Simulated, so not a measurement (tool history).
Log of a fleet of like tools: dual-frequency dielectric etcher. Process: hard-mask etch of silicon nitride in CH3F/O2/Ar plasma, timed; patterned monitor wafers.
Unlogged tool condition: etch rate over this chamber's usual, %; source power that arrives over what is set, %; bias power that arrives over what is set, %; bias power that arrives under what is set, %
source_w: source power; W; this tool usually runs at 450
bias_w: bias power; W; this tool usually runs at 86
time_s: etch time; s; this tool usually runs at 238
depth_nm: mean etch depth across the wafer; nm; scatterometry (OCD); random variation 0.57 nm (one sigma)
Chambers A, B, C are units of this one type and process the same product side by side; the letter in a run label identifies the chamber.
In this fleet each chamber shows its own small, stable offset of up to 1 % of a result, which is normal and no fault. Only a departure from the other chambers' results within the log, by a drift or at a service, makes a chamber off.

| run | hour | source_w | bias_w | time_s | hours since the last wet clean | hours since the last source power generator calibration | hours since the last bias power generator calibration | read-back reference wafer on the same gauge, depth_nm | depth_nm |
|---|---|---|---|---|---|---|---|---|---|
| 1B | 9.4 | 450 | 86 | 238 | 412.7 | 1930.7 | 3398 | 215.97 | 186.08 |
| 2A | 22.8 | 450 | 86 | 238 | 340.9 | 4647.2 | 574.1 | 216.14 | 188.02 |
| 3C | 35.2 | 450 | 86 | 238 | 133.6 | 1297.3 | 2325.1 | 216.04 | 184.92 |
|  | 41.4 | chamber A: source power generator calibrated |
| 4C | 42.7 | 450 | 86 | 238 | 141.1 | 1304.8 | 2332.6 | 216.04 | 184.57 |
| 5B | 51.8 | 450 | 86 | 238 | 455.1 | 1973.1 | 3440.4 | 216.03 | 185.48 |
| 6A | 62.6 | 400 | 86 | 238 | 380.7 | 21.2 | 613.9 | 216.1 | 179.01 |
| 7B | 71.8 | 400 | 86 | 238 | 475.1 | 1993.1 | 3460.4 | 216.02 | 178.47 |
| 8C | 87.1 | 400 | 86 | 238 | 185.5 | 1349.2 | 2377 | 216.09 | 177.49 |
| 9A | 94.8 | 450 | 86 | 238 | 412.9 | 53.4 | 646.1 | 215.97 | 187.35 |
| 10A | 107.9 | 450 | 86 | 238 | 426 | 66.5 | 659.2 | 215.95 | 185.75 |
| 11B | 118.5 | 450 | 86 | 238 | 521.8 | 2039.8 | 3507.1 | 215.93 | 185.31 |
|  | 129.2 | chamber B: wet clean of the chamber |
| 12C | 132.4 | 340 | 86 | 269 | 230.8 | 1394.5 | 2422.3 | 215.83 | 190.65 |
| 13C | 143 | 340 | 86 | 269 | 241.4 | 1405.1 | 2432.9 | 216 | 190.43 |
| 14B | 158.3 | 340 | 86 | 269 | 29.2 | 2079.6 | 3546.9 | 215.9 | 187.89 |
| 15A | 167.2 | 450 | 86 | 238 | 485.3 | 125.8 | 718.5 | 216.12 | 187.24 |
| 16C | 178.5 | 450 | 86 | 238 | 276.9 | 1440.6 | 2468.4 | 215.9 | 188.52 |
| 17B | 186.9 | 450 | 86 | 238 | 57.8 | 2108.2 | 3575.5 | 216.01 | 184.47 |
| 18A | 202.7 | 450 | 86 | 238 | 520.8 | 161.3 | 754 | 216.09 | 186.26 |
| 19B | 210.3 | 450 | 86 | 238 | 81.2 | 2131.6 | 3598.9 | 215.95 | 184.76 |
| 20A | 222.3 | 450 | 86 | 238 | 540.4 | 180.9 | 773.6 | 216.03 | 186.61 |
| 21C | 234.2 | 450 | 86 | 238 | 332.6 | 1496.3 | 2524.1 | 215.78 | 190.52 |
| 22B | 244.9 | 450 | 86 | 238 | 115.8 | 2166.2 | 3633.5 | 216.19 | 184.81 |
| 23A | 253 | 490 | 86 | 302.5 | 571.1 | 211.6 | 804.3 | 215.9 | 244.12 |
| 24C | 259.9 | 490 | 86 | 302.5 | 358.3 | 1522 | 2549.8 | 216.03 | 251.56 |

Does one chamber stand apart from the rest, does the shared gauge drift, or is all well apart from small per-chamber offsets? Give the chamber and the most likely cause, where there is one.

Chamber C drifts away from the others.
What lies behind it: etch rate over this chamber's usual, % = 4.56.

Here are 4 candidates for chamber C's next run, each the usual settings with a change, their results left as question marks. Which one brings its results back in line with what the others give on the usual settings?
Counts as in line when no further than this from what the other chambers average on the usual settings: depth_nm 2 nm
| 25C-1 | 271.4 | 450 | 85 | 227.5 |  |  |  |  | ? |
| 25C-2 | 271.4 | 450 | 87 | 244.5 |  |  |  |  | ? |
| 25C-3 | 271.4 | 450 | 87 | 249.5 |  |  |  |  | ? |
| 25C-4 | 271.4 | 450 | 86 | 230.5 |  |  |  |  | ? |

Average result of the remaining chambers running the usual settings: depth_nm 185.74 nm
| run | depth_nm |
|---|---|
| 25C-1 | 182.36 |
| 25C-2 | 197.61 |
| 25C-3 | 201.65 |
| 25C-4 | 185.53 |
25C-4 puts the chamber back in line with the other chambers.

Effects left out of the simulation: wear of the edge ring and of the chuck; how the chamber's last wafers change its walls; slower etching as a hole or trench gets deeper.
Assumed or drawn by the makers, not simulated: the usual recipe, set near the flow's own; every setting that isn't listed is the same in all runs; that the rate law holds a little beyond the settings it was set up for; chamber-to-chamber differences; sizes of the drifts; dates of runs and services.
